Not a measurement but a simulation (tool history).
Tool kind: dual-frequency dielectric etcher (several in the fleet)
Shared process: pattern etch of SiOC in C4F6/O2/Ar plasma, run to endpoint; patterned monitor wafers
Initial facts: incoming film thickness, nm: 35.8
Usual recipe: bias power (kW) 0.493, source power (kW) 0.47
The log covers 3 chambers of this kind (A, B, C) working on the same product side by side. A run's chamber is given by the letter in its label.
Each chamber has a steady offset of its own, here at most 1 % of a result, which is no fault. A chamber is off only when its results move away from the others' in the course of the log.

| run | hour | bias power (kW) | source power (kW) | hours since the last wet clean | hours since the last bias power generator calibration | hours since the last source power generator calibration | endpoint time (s) |
|---|---|---|---|---|---|---|---|
| 1C | 7.5 | 0.493 | 0.47 | 286.5 | 1031.9 | 2464.7 | 11.269 |
| 2A | 12.8 | 0.493 | 0.47 | 412.7 | 2843.3 | 1859.3 | 11.333 |
| 3B | 17.7 | 0.493 | 0.47 | 301.9 | 2152.8 | 281.6 | 11.349 |
| 4A | 25.3 | 0.493 | 0.47 | 425.2 | 2855.8 | 1871.8 | 11.308 |
| 5C | 31.1 | 0.493 | 0.47 | 310.1 | 1055.5 | 2488.3 | 11.35 |
| 6B | 38.3 | 0.493 | 0.47 | 322.5 | 2173.4 | 302.2 | 11.361 |
| 7A | 44.1 | 0.431 | 0.47 | 444 | 2874.6 | 1890.6 | 11.892 |
| 8C | 50.4 | 0.431 | 0.47 | 329.4 | 1074.8 | 2507.6 | 12.034 |
| 9B | 57.6 | 0.431 | 0.47 | 341.8 | 2192.7 | 321.5 | 11.832 |
| 10B | 62.5 | 0.493 | 0.47 | 346.7 | 2197.6 | 326.4 | 11.373 |
| 11C | 70.2 | 0.493 | 0.47 | 349.2 | 1094.6 | 2527.4 | 11.371 |
| 12A | 75.9 | 0.493 | 0.47 | 475.8 | 2906.4 | 1922.4 | 11.262 |
| 13C | 80.3 | 0.493 | 0.47 | 359.3 | 1104.7 | 2537.5 | 11.458 |
|  | 84.4 | chamber B: bias power generator calibrated |
| 14A | 88.3 | 0.493 | 0.47 | 488.2 | 2918.8 | 1934.8 | 11.38 |
| 15B | 93.3 | 0.493 | 0.47 | 377.5 | 9 | 357.2 | 11.454 |
| 16B | 98.5 | 0.564 | 0.47 | 382.7 | 14.2 | 362.4 | 10.794 |
|  | 104.6 | chamber C: wet clean of the chamber |
| 17C | 106.9 | 0.564 | 0.47 | 2.4 | 1131.3 | 2564.1 | 11.275 |
| 18A | 116.1 | 0.564 | 0.47 | 516 | 2946.6 | 1962.6 | 10.695 |
| 19C | 125 | 0.493 | 0.47 | 20.5 | 1149.4 | 2582.2 | 11.896 |
| 20A | 131.8 | 0.493 | 0.47 | 531.7 | 2962.3 | 1978.3 | 11.311 |
| 21B | 138.6 | 0.493 | 0.47 | 422.8 | 54.3 | 402.5 | 11.312 |
| 22C | 145.6 | 0.493 | 0.47 | 41.1 | 1170 | 2602.8 | 11.931 |
| 23B | 152.9 | 0.44 | 0.47 | 437.1 | 68.6 | 416.8 | 11.774 |
| 24A | 160.8 | 0.44 | 0.47 | 560.7 | 2991.3 | 2007.3 | 11.834 |
| 25C | 169.9 | 0.44 | 0.47 | 65.4 | 1194.3 | 2627.1 | 12.358 |
| 26A | 176.8 | 0.493 | 0.47 | 576.7 | 3007.3 | 2023.3 | 11.365 |

Decide between three cases: one chamber stands off from its peers, the gauge reading all wafers drifts, or nothing is wrong past each chamber's small offset. Where a chamber is off, say which and what most likely put it there.

Chamber C has stood off from the others ever since a service on it.
Most likely cause: etch rate under this chamber's usual, % = 4.22.

Chamber C could run next with any of the 4 candidate recipes listed below; each alters the usual settings, and their results appear as question marks. Which one brings its results back in line with what the other chambers deliver on the usual settings?
Counts as in line when no further than this from what the other chambers average on the usual settings: endpoint time (s) 0.2
| 27C-1 | 183.5 | 0.524 | 0.5 |  |  |  | ? |
| 27C-2 | 183.5 | 0.462 | 0.44 |  |  |  | ? |
| 27C-3 | 183.5 | 0.551 | 0.53 |  |  |  | ? |
| 27C-4 | 183.5 | 0.493 | 0.37 |  |  |  | ? |

The mean the other chambers reach with the usual settings: endpoint time (s) 11.341
| run | endpoint time (s) |
|---|---|
| 27C-1 | 11.341 |
| 27C-2 | 12.475 |
| 27C-3 | 10.887 |
| 27C-4 | 12.995 |
It is 27C-1 that realigns the chamber with its peers.
